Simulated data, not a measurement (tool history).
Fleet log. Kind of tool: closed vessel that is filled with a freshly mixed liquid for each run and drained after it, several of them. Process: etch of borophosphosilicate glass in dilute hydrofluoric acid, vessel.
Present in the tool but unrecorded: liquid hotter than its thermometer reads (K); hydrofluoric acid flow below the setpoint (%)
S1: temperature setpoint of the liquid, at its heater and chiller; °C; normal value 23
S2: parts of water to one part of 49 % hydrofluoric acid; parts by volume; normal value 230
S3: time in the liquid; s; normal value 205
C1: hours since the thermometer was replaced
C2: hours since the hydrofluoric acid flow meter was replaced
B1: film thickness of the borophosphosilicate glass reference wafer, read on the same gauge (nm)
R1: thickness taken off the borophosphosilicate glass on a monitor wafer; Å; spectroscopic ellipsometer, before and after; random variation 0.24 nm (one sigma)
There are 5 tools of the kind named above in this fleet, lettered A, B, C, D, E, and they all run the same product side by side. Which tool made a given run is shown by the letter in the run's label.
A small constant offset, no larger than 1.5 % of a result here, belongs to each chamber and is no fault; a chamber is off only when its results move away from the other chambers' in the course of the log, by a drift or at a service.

run 1D hour=5.5 | S1=23 S2=230 S3=205 | C1=880.9 C2=570.5 | B1=70.017 | R1=557.18
run 2B hour=10.9 | S1=23 S2=230 S3=205 | C1=676.6 C2=636.9 | B1=70.010 | R1=561.37
run 3C hour=15.8 | S1=23 S2=230 S3=205 | C1=759.4 C2=1058.6 | B1=70.002 | R1=551.81
run 4A hour=19.6 | S1=23 S2=230 S3=205 | C1=528.6 C2=846.3 | B1=69.991 | R1=558.96
run 5E hour=24.2 | S1=23 S2=230 S3=205 | C1=981.8 C2=134.0 | B1=69.998 | R1=566.96
run 6C hour=27.5 | S1=23 S2=230 S3=205 | C1=771.1 C2=1070.3 | B1=70.017 | R1=549.14
run 7D hour=32.8 | S1=23 S2=230 S3=205 | C1=908.2 C2=597.8 | B1=70.009 | R1=559.49
run 8A hour=35.6 | S1=23 S2=230 S3=205 | C1=544.6 C2=862.3 | B1=70.005 | R1=562.56
run 9B hour=39.4 | S1=23 S2=230 S3=205 | C1=705.1 C2=665.4 | B1=69.994 | R1=556.03
run 10E hour=43.8 | S1=23 S2=230 S3=205 | C1=1001.4 C2=153.6 | B1=69.950 | R1=569.12
run 11B hour=46.8 | S1=23 S2=230 S3=205 | C1=712.5 C2=672.8 | B1=69.968 | R1=559.12
run 12A hour=50.6 | S1=23 S2=230 S3=205 | C1=559.6 C2=877.3 | B1=69.966 | R1=558.60
run 13E hour=54.3 | S1=23 S2=230 S3=205 | C1=1011.9 C2=164.1 | B1=70.041 | R1=570.67
run 14D hour=58.3 | S1=23 S2=230 S3=205 | C1=933.7 C2=623.3 | B1=69.964 | R1=556.66
run 15C hour=63.9 | S1=23 S2=230 S3=205 | C1=807.5 C2=1106.7 | B1=70.015 | R1=553.94
run 16C hour=68.3 | S1=23 S2=230 S3=205 | C1=811.9 C2=1111.1 | B1=69.970 | R1=551.53
run 17E hour=71.9 | S1=23 S2=230 S3=205 | C1=1029.5 C2=181.7 | B1=70.008 | R1=570.09
run 18A hour=75.0 | S1=23 S2=230 S3=205 | C1=584.0 C2=901.7 | B1=69.969 | R1=560.22
run 19B hour=80.8 | S1=23 S2=230 S3=205 | C1=746.5 C2=706.8 | B1=70.020 | R1=556.34
run 20D hour=84.2 | S1=23 S2=230 S3=205 | C1=959.6 C2=649.2 | B1=70.036 | R1=556.09
run 21D hour=89.3 | S1=20 S2=130 S3=205 | C1=964.7 C2=654.3 | B1=69.988 | R1=968.04
run 22A hour=93.4 | S1=20 S2=130 S3=205 | C1=602.4 C2=920.1 | B1=70.007 | R1=981.03
run 23E hour=99.0 | S1=20 S2=130 S3=205 | C1=1056.6 C2=208.8 | B1=69.950 | R1=991.73
run 24B hour=102.2 | S1=20 S2=130 S3=205 | C1=767.9 C2=728.2 | B1=69.969 | R1=984.97
run 25C hour=106.1 | S1=20 S2=130 S3=205 | C1=849.7 C2=1148.9 | B1=70.010 | R1=960.15
run 26E hour=111.5 | S1=23 S2=230 S3=205 | C1=1069.1 C2=221.3 | B1=70.029 | R1=569.99
run 27C hour=116.9 | S1=23 S2=230 S3=205 | C1=860.5 C2=1159.7 | B1=69.997 | R1=554.40
run 28B hour=120.1 | S1=23 S2=230 S3=205 | C1=785.8 C2=746.1 | B1=70.026 | R1=558.25
run 29A hour=123.6 | S1=23 S2=230 S3=205 | C1=632.6 C2=950.3 | B1=70.000 | R1=560.11
run 30D hour=126.3 | S1=23 S2=230 S3=205 | C1=1001.7 C2=691.3 | B1=69.988 | R1=560.73
run 31C hour=129.2 | S1=23 S2=230 S3=205 | C1=872.8 C2=1172.0 | B1=70.015 | R1=549.94
run 32A hour=135.1 | S1=23 S2=230 S3=205 | C1=644.1 C2=961.8 | B1=70.040 | R1=559.44
-- hour=136.9 chamber D: hydrofluoric acid flow meter replaced
run 33E hour=140.7 | S1=23 S2=230 S3=205 | C1=1098.3 C2=250.5 | B1=70.034 | R1=564.89
run 34B hour=146.5 | S1=23 S2=230 S3=205 | C1=812.2 C2=772.5 | B1=70.036 | R1=557.79
run 35D hour=150.5 | S1=23 S2=230 S3=205 | C1=1025.9 C2=13.6 | B1=70.010 | R1=554.41
run 36D hour=155.3 | S1=25 S2=230 S3=315 | C1=1030.7 C2=18.4 | B1=69.985 | R1=924.90
run 37A hour=158.8 | S1=25 S2=230 S3=315 | C1=667.8 C2=985.5 | B1=70.022 | R1=925.90
run 38C hour=164.2 | S1=25 S2=230 S3=315 | C1=907.8 C2=1207.0 | B1=69.998 | R1=914.66
run 39B hour=169.3 | S1=25 S2=230 S3=315 | C1=835.0 C2=795.3 | B1=69.994 | R1=924.40

Read the log: is a single chamber off, either drifting away or since a service, is the gauge that measures every chamber drifting, or is nothing wrong beyond small per-chamber offsets? Name any odd chamber and what most likely caused it.

The fleet is healthy, with each chamber sitting at its usual small offset and no drift in the gauge.
